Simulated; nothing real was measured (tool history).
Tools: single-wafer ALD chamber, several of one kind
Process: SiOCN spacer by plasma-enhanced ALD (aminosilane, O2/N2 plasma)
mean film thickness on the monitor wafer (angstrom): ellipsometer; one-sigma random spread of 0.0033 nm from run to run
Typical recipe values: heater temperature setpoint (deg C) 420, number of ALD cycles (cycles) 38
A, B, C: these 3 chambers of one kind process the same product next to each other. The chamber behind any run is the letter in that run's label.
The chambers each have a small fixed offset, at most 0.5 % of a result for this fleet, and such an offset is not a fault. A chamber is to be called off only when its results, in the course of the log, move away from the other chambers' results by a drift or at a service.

run	day	heater temperature setpoint (deg C)	number of ALD cycles (cycles)	read-back reference wafer on the same gauge, thickness_nm	mean film thickness on the monitor wafer (angstrom)
1B	0.129	420	38	2.3687	21.510
2A	0.279	420	38	2.3698	21.524
# day 0.371: chamber B: thermocouple changed; heater temperature recalibrated
3C	0.496	420	38	2.3695	21.542
4C	0.638	420	38	2.3692	21.505
5B	0.804	420	38	2.3687	21.517
6A	1.075	420	38	2.3679	21.512
7A	1.238	420	38	2.3680	21.505
8C	1.404	420	38	2.3667	21.533
9B	1.667	420	38	2.3667	21.520
10A	1.950	420	38	2.3663	21.605
11B	2.171	420	38	2.3660	21.554
12C	2.383	420	38	2.3649	21.528
13B	2.542	420	38	2.3650	21.539
14A	2.825	420	38	2.3650	21.529
15C	2.971	420	38	2.3642	21.516
16C	3.158	420	38	2.3645	21.496
17A	3.308	420	38	2.3642	21.507
18B	3.500	420	38	2.3630	21.460
19B	3.638	420	38	2.3616	21.447
20A	3.862	420	43	2.3630	24.267
21C	4.012	420	43	2.3622	24.251
22C	4.167	420	43	2.3617	24.294
23B	4.425	420	38	2.3604	21.468
24A	4.558	420	38	2.3611	21.484
25A	4.771	420	38	2.3606	21.511
26C	5.008	425	38	2.3608	21.051
27B	5.204	425	38	2.3606	21.100
28B	5.388	425	38	2.3602	21.102
29A	5.662	408	35	2.3588	20.540
30C	5.929	408	35	2.3581	20.466
31C	6.208	408	35	2.3584	20.478
32B	6.354	420	38	2.3577	21.443
33A	6.558	420	38	2.3572	21.414
34A	6.821	420	38	2.3558	21.440
35C	7.008	420	38	2.3575	21.379
36B	7.150	410	44	2.3544	25.623
37B	7.275	410	44	2.3552	25.618

Next, all 3 chambers run the settings below, one line each with question marks for the results. What does each chamber give?
38A	7.479	420	38		?
38B	7.479	420	38		?
38C	7.479	420	38		?

run	mean film thickness on the monitor wafer (angstrom)
38A	21.489
38B	21.440
38C	21.428
